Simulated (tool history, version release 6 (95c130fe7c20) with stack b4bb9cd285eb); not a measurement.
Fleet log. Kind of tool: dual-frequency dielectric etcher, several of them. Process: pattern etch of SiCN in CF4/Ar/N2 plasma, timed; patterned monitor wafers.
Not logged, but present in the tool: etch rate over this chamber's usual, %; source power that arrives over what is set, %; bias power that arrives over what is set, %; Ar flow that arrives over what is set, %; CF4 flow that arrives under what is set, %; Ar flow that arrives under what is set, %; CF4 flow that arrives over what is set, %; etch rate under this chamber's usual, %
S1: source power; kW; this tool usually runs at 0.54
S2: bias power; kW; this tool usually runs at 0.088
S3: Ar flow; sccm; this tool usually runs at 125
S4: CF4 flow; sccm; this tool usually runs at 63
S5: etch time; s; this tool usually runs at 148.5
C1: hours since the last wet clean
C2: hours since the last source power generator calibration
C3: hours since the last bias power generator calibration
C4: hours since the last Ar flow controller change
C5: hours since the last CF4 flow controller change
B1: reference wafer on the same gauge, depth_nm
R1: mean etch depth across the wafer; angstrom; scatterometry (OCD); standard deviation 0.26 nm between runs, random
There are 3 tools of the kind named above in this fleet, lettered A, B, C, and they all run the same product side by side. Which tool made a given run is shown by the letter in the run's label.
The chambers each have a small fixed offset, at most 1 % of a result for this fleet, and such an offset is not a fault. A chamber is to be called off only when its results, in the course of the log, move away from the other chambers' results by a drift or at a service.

{"run": "1A", "hour": 6.4, "S1": 0.54, "S2": 0.088, "S3": 125, "S4": 63, "S5": 148.5, "C1": 109.9, "C2": 1095.9, "C3": 1472.8, "C4": 3949.1, "C5": 1975.5, "B1": 160.03, "R1": 1518.1}
{"run": "2B", "hour": 18.6, "S1": 0.54, "S2": 0.088, "S3": 125, "S4": 63, "S5": 148.5, "C1": 79, "C2": 1053.4, "C3": 1753.3, "C4": 1352.8, "C5": 2423, "B1": 159.98, "R1": 1543.9}
{"run": "3C", "hour": 29.6, "S1": 0.54, "S2": 0.088, "S3": 125, "S4": 63, "S5": 148.5, "C1": 292.5, "C2": 2589.8, "C3": 108.8, "C4": 990.2, "C5": 486.6, "B1": 160.02, "R1": 1531.3}
{"run": "4A", "hour": 42.1, "S1": 0.54, "S2": 0.088, "S3": 125, "S4": 63, "S5": 148.5, "C1": 145.6, "C2": 1131.6, "C3": 1508.5, "C4": 3984.8, "C5": 2011.2, "B1": 159.91, "R1": 1518.1}
{"run": "5C", "hour": 56.6, "S1": 0.54, "S2": 0.088, "S3": 125, "S4": 63, "S5": 148.5, "C1": 319.5, "C2": 2616.8, "C3": 135.8, "C4": 1017.2, "C5": 513.6, "B1": 159.79, "R1": 1534.3}
{"run": "6B", "hour": 67.3, "S1": 0.54, "S2": 0.088, "S3": 125, "S4": 63, "S5": 148.5, "C1": 127.7, "C2": 1102.1, "C3": 1802, "C4": 1401.5, "C5": 2471.7, "B1": 159.81, "R1": 1545.1}
{"run": "7B", "hour": 74.5, "S1": 0.54, "S2": 0.088, "S3": 125, "S4": 63, "S5": 148.5, "C1": 134.9, "C2": 1109.3, "C3": 1809.2, "C4": 1408.7, "C5": 2478.9, "B1": 159.87, "R1": 1544}
{"run": "8A", "hour": 86.1, "S1": 0.54, "S2": 0.088, "S3": 125, "S4": 63, "S5": 148.5, "C1": 189.6, "C2": 1175.6, "C3": 1552.5, "C4": 4028.8, "C5": 2055.2, "B1": 159.72, "R1": 1515.4}
{"hour": 94.0, "done": "chamber C: wet clean of the chamber"}
{"run": "9C", "hour": 96.9, "S1": 0.54, "S2": 0.088, "S3": 125, "S4": 63, "S5": 148.5, "C1": 3, "C2": 2657.1, "C3": 176.1, "C4": 1057.5, "C5": 553.9, "B1": 159.67, "R1": 1533.2}
{"run": "10C", "hour": 109.6, "S1": 0.54, "S2": 0.088, "S3": 125, "S4": 63, "S5": 148.5, "C1": 15.7, "C2": 2669.8, "C3": 188.8, "C4": 1070.2, "C5": 566.6, "B1": 159.63, "R1": 1531.8}
{"run": "11A", "hour": 119.3, "S1": 0.54, "S2": 0.088, "S3": 125, "S4": 63, "S5": 148.5, "C1": 222.8, "C2": 1208.8, "C3": 1585.7, "C4": 4062, "C5": 2088.4, "B1": 159.65, "R1": 1513.9}
{"run": "12B", "hour": 132.9, "S1": 0.54, "S2": 0.088, "S3": 125, "S4": 63, "S5": 148.5, "C1": 193.3, "C2": 1167.7, "C3": 1867.6, "C4": 1467.1, "C5": 2537.3, "B1": 159.62, "R1": 1536.2}
{"run": "13B", "hour": 147.2, "S1": 0.54, "S2": 0.088, "S3": 125, "S4": 63, "S5": 148.5, "C1": 207.6, "C2": 1182, "C3": 1881.9, "C4": 1481.4, "C5": 2551.6, "B1": 159.56, "R1": 1538.3}
{"run": "14A", "hour": 160.2, "S1": 0.54, "S2": 0.088, "S3": 125, "S4": 63, "S5": 148.5, "C1": 263.7, "C2": 1249.7, "C3": 1626.6, "C4": 4102.9, "C5": 2129.3, "B1": 159.53, "R1": 1511.9}
{"run": "15C", "hour": 173.7, "S1": 0.66, "S2": 0.088, "S3": 125, "S4": 55, "S5": 148.5, "C1": 79.8, "C2": 2733.9, "C3": 252.9, "C4": 1134.3, "C5": 630.7, "B1": 159.48, "R1": 1789.1}
{"run": "16B", "hour": 181.3, "S1": 0.66, "S2": 0.088, "S3": 125, "S4": 55, "S5": 148.5, "C1": 241.7, "C2": 1216.1, "C3": 1916, "C4": 1515.5, "C5": 2585.7, "B1": 159.44, "R1": 1788.5}
{"run": "17C", "hour": 194.9, "S1": 0.66, "S2": 0.088, "S3": 125, "S4": 55, "S5": 148.5, "C1": 101, "C2": 2755.1, "C3": 274.1, "C4": 1155.5, "C5": 651.9, "B1": 159.4, "R1": 1782.4}
{"run": "18A", "hour": 204.1, "S1": 0.54, "S2": 0.088, "S3": 125, "S4": 63, "S5": 148.5, "C1": 307.6, "C2": 1293.6, "C3": 1670.5, "C4": 4146.8, "C5": 2173.2, "B1": 159.43, "R1": 1513.5}
{"run": "19B", "hour": 218.7, "S1": 0.54, "S2": 0.088, "S3": 125, "S4": 63, "S5": 148.5, "C1": 279.1, "C2": 1253.5, "C3": 1953.4, "C4": 1552.9, "C5": 2623.1, "B1": 159.36, "R1": 1535.4}
{"run": "20A", "hour": 231.6, "S1": 0.54, "S2": 0.088, "S3": 125, "S4": 63, "S5": 148.5, "C1": 335.1, "C2": 1321.1, "C3": 1698, "C4": 4174.3, "C5": 2200.7, "B1": 159.31, "R1": 1512.8}
{"run": "21C", "hour": 240.5, "S1": 0.54, "S2": 0.088, "S3": 125, "S4": 63, "S5": 148.5, "C1": 146.6, "C2": 2800.7, "C3": 319.7, "C4": 1201.1, "C5": 697.5, "B1": 159.17, "R1": 1527.1}
{"run": "22B", "hour": 253.9, "S1": 0.54, "S2": 0.088, "S3": 125, "S4": 63, "S5": 148.5, "C1": 314.3, "C2": 1288.7, "C3": 1988.6, "C4": 1588.1, "C5": 2658.3, "B1": 159.3, "R1": 1534.9}
{"run": "23A", "hour": 267.6, "S1": 0.54, "S2": 0.088, "S3": 125, "S4": 63, "S5": 148.5, "C1": 371.1, "C2": 1357.1, "C3": 1734, "C4": 4210.3, "C5": 2236.7, "B1": 159.22, "R1": 1510.7}
{"run": "24C", "hour": 278.2, "S1": 0.54, "S2": 0.088, "S3": 125, "S4": 63, "S5": 148.5, "C1": 184.3, "C2": 2838.4, "C3": 357.4, "C4": 1238.8, "C5": 735.2, "B1": 159.16, "R1": 1524.8}
{"run": "25B", "hour": 289.9, "S1": 0.54, "S2": 0.088, "S3": 125, "S4": 63, "S5": 148.5, "C1": 350.3, "C2": 1324.7, "C3": 2024.6, "C4": 1624.1, "C5": 2694.3, "B1": 159.15, "R1": 1537.4}
{"run": "26A", "hour": 301.1, "S1": 0.54, "S2": 0.088, "S3": 125, "S4": 63, "S5": 148.5, "C1": 404.6, "C2": 1390.6, "C3": 1767.5, "C4": 4243.8, "C5": 2270.2, "B1": 159.1, "R1": 1510.5}
{"run": "27C", "hour": 313.9, "S1": 0.54, "S2": 0.088, "S3": 125, "S4": 63, "S5": 148.5, "C1": 220, "C2": 2874.1, "C3": 393.1, "C4": 1274.5, "C5": 770.9, "B1": 159.05, "R1": 1529.2}
{"run": "28A", "hour": 323.6, "S1": 0.54, "S2": 0.088, "S3": 125, "S4": 63, "S5": 148.5, "C1": 427.1, "C2": 1413.1, "C3": 1790, "C4": 4266.3, "C5": 2292.7, "B1": 159.07, "R1": 1508.8}
{"run": "29C", "hour": 332.3, "S1": 0.54, "S2": 0.088, "S3": 125, "S4": 63, "S5": 148.5, "C1": 238.4, "C2": 2892.5, "C3": 411.5, "C4": 1292.9, "C5": 789.3, "B1": 158.99, "R1": 1526.6}
{"run": "30B", "hour": 343.8, "S1": 0.54, "S2": 0.088, "S3": 125, "S4": 63, "S5": 148.5, "C1": 404.2, "C2": 1378.6, "C3": 2078.5, "C4": 1678, "C5": 2748.2, "B1": 159, "R1": 1534.6}
{"hour": 351.6, "done": "chamber A: Ar flow controller replaced"}
{"run": "31B", "hour": 353.4, "S1": 0.54, "S2": 0.088, "S3": 125, "S4": 68, "S5": 165.5, "C1": 413.8, "C2": 1388.2, "C3": 2088.1, "C4": 1687.6, "C5": 2757.8, "B1": 159.03, "R1": 1733}
{"run": "32A", "hour": 364.3, "S1": 0.54, "S2": 0.088, "S3": 125, "S4": 68, "S5": 165.5, "C1": 467.8, "C2": 1453.8, "C3": 1830.7, "C4": 12.8, "C5": 2333.4, "B1": 158.86, "R1": 1699.6}

Next, every chamber runs the same settings. What will each give?
{"run": "33A", "hour": 374.9, "S1": 0.54, "S2": 0.088, "S3": 125, "S4": 63, "S5": 148.5, "R1": "?"}
{"run": "33B", "hour": 374.9, "S1": 0.54, "S2": 0.088, "S3": 125, "S4": 63, "S5": 148.5, "R1": "?"}
{"run": "33C", "hour": 374.9, "S1": 0.54, "S2": 0.088, "S3": 125, "S4": 63, "S5": 148.5, "R1": "?"}

run=33A R1=1510.9
run=33B R1=1532.5
run=33C R1=1523.7
